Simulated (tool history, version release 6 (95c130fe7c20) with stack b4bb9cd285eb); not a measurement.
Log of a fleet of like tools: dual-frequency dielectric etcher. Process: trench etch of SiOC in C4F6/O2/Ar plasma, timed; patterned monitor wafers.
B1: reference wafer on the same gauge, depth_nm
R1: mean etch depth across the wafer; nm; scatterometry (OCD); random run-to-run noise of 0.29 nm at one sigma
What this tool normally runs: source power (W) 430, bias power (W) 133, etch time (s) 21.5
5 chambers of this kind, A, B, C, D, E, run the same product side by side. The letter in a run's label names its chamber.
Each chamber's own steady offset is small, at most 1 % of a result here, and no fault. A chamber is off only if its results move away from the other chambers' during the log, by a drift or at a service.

Run 1B, hour 5.9: usual settings; B1 42.373. Result: R1 41.495 nm.
Run 2D, hour 13.2: usual settings; B1 42.369. Result: R1 42.115 nm.
Run 3C, hour 21.7: usual settings; B1 42.328. Result: R1 41.67 nm.
Run 4E, hour 27.2: usual settings; B1 42.296. Result: R1 41.748 nm.
Run 5A, hour 36: usual settings; B1 42.307. Result: R1 41.396 nm.
Run 6A, hour 42.1: usual settings; B1 42.279. Result: R1 41.55 nm.
Run 7C, hour 47: usual settings; B1 42.284. Result: R1 41.408 nm.
Run 8E, hour 55.5: usual settings; B1 42.249. Result: R1 41.728 nm.
Run 9B, hour 60.9: usual settings; B1 42.316. Result: R1 41.531 nm.
Run 10D, hour 67.2: usual settings; B1 42.309. Result: R1 42.169 nm.
Run 11D, hour 74.1: usual settings; B1 42.332. Result: R1 41.834 nm.
Run 12C, hour 81.4: usual settings but bias power (W) 107, etch time (s) 27; B1 42.296. Result: R1 49.023 nm.
Run 13E, hour 86.6: usual settings but bias power (W) 107, etch time (s) 27; B1 42.293. Result: R1 49.44 nm.
At hour 91.9: chamber A: wet clean of the chamber.
Run 14B, hour 95.4: usual settings but bias power (W) 107, etch time (s) 27; B1 42.288. Result: R1 49.172 nm.
At hour 103.8: chamber E: wet clean of the chamber.
Run 15A, hour 104: usual settings but bias power (W) 107, etch time (s) 27; B1 42.335. Result: R1 47.69 nm.
Run 16D, hour 108.4: usual settings but bias power (W) 107, etch time (s) 27; B1 42.34. Result: R1 49.279 nm.
Run 17E, hour 117.9: usual settings; B1 42.31. Result: R1 42.082 nm.
Run 18B, hour 122.2: usual settings; B1 42.291. Result: R1 40.983 nm.
Run 19C, hour 128.8: usual settings; B1 42.236. Result: R1 41.848 nm.
Run 20A, hour 138.1: usual settings; B1 42.339. Result: R1 40.09 nm.
Run 21E, hour 147: usual settings; B1 42.294. Result: R1 41.539 nm.
Run 22A, hour 151.9: usual settings; B1 42.318. Result: R1 39.84 nm.
Run 23C, hour 156.9: usual settings; B1 42.299. Result: R1 41.218 nm.
Run 24B, hour 163.2: usual settings; B1 42.287. Result: R1 41.309 nm.
Run 25D, hour 168.1: usual settings; B1 42.317. Result: R1 42.237 nm.
Run 26C, hour 176: usual settings; B1 42.377. Result: R1 41.579 nm.
Run 27A, hour 182.4: usual settings; B1 42.365. Result: R1 40.061 nm.
Run 28E, hour 189: usual settings; B1 42.288. Result: R1 41.809 nm.
Run 29B, hour 194.4: usual settings but bias power (W) 164, etch time (s) 16.5; B1 42.346. Result: R1 34.377 nm.
Run 30D, hour 200.2: usual settings but bias power (W) 164, etch time (s) 16.5; B1 42.256. Result: R1 34.353 nm.

Has any chamber moved away from the others, gradually or after a service, or does the common gauge drift, or do the chambers differ only by their own small steady offsets? State the chamber and the most likely cause if one applies.

Chamber A has stood off from the others ever since a service on it.
What lies behind it: etch rate under this chamber's usual, % = 3.56.

Chamber A could run next with any of the 4 candidate recipes listed below; each alters the usual settings, and their results appear as question marks. Which one brings its results back in line with what the other chambers deliver on the usual settings?
In line means no further than this from the other chambers' mean on the usual settings: R1 1 nm
Run 31A-1, hour 207.1: usual settings but etch time (s) 20.5. Result: R1 ?.
Run 31A-2, hour 207.1: usual settings but etch time (s) 22.5. Result: R1 ?.
Run 31A-3, hour 207.1: usual settings but source power (W) 440, bias power (W) 135, etch time (s) 23. Result: R1 ?.
Run 31A-4, hour 207.1: usual settings but source power (W) 420, etch time (s) 20. Result: R1 ?.

Other chambers, usual settings, mean: R1 41.704 nm
  run      R1
31A-1  38.206
31A-2  41.933
31A-3  43.451
31A-4  36.927
It is 31A-2 that realigns the chamber with its peers.
